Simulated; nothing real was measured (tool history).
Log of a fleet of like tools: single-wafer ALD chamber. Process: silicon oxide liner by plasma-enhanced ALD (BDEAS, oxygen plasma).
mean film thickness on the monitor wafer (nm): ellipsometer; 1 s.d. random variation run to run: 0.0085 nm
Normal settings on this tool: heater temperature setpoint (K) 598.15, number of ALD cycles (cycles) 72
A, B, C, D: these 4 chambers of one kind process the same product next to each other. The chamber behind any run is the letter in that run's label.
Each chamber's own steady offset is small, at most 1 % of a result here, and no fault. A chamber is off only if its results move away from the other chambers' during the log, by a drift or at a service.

| run | hour | heater temperature setpoint (K) | number of ALD cycles (cycles) | read-back reference wafer on the same gauge, thickness_nm | mean film thickness on the monitor wafer (nm) |
|---|---|---|---|---|---|
| 1C | 8.2 | 598.15 | 72 | 5.9079 | 6.5129 |
| 2D | 14.6 | 598.15 | 72 | 5.9071 | 6.4382 |
| 3B | 21.4 | 598.15 | 72 | 5.909 | 6.4163 |
| 4A | 33.3 | 598.15 | 72 | 5.9067 | 6.4267 |
| 5D | 47.1 | 598.15 | 72 | 5.904 | 6.4565 |
| 6A | 56.3 | 598.15 | 72 | 5.9019 | 6.4319 |
| 7B | 66.8 | 598.15 | 72 | 5.902 | 6.4247 |
| 8C | 76.3 | 598.15 | 72 | 5.9006 | 6.4858 |
| 9C | 86 | 612.15 | 72 | 5.8996 | 6.3632 |
| 10B | 94 | 612.15 | 72 | 5.8998 | 6.261 |
| 11A | 104.1 | 612.15 | 72 | 5.8969 | 6.2849 |
| 12D | 113 | 612.15 | 72 | 5.8972 | 6.3363 |
| 13C | 119.6 | 598.15 | 72 | 5.8966 | 6.5106 |
| 14B | 125.6 | 598.15 | 72 | 5.8955 | 6.411 |
| 15D | 136.9 | 598.15 | 72 | 5.8955 | 6.4466 |
| 16A | 150.4 | 598.15 | 72 | 5.8905 | 6.4062 |
| 17A | 159.8 | 598.15 | 72 | 5.8901 | 6.4195 |
| 18C | 173.3 | 612.15 | 81 | 5.8912 | 7.1356 |
| 19B | 186 | 612.15 | 81 | 5.8884 | 7.0444 |
| 20D | 197 | 612.15 | 81 | 5.886 | 7.1138 |
| 21D | 205.9 | 612.15 | 81 | 5.8854 | 7.0712 |
| 22B | 217.7 | 598.15 | 72 | 5.883 | 6.3956 |
| 23C | 224 | 598.15 | 72 | 5.8859 | 6.4973 |
| 24A | 235.1 | 589.15 | 58 | 5.8814 | 5.2224 |
| 25D | 248.8 | 589.15 | 58 | 5.882 | 5.2315 |
| 26B | 261.1 | 589.15 | 58 | 5.8817 | 5.2109 |

Decide between three cases: one chamber stands off from its peers, the gauge reading all wafers drifts, or nothing is wrong past each chamber's small offset. Where a chamber is off, say which and what most likely put it there.

Gauge drift. The chambers move together only on paper, and none stands off.
Most likely cause: gauge reads low (%) = 0.544.
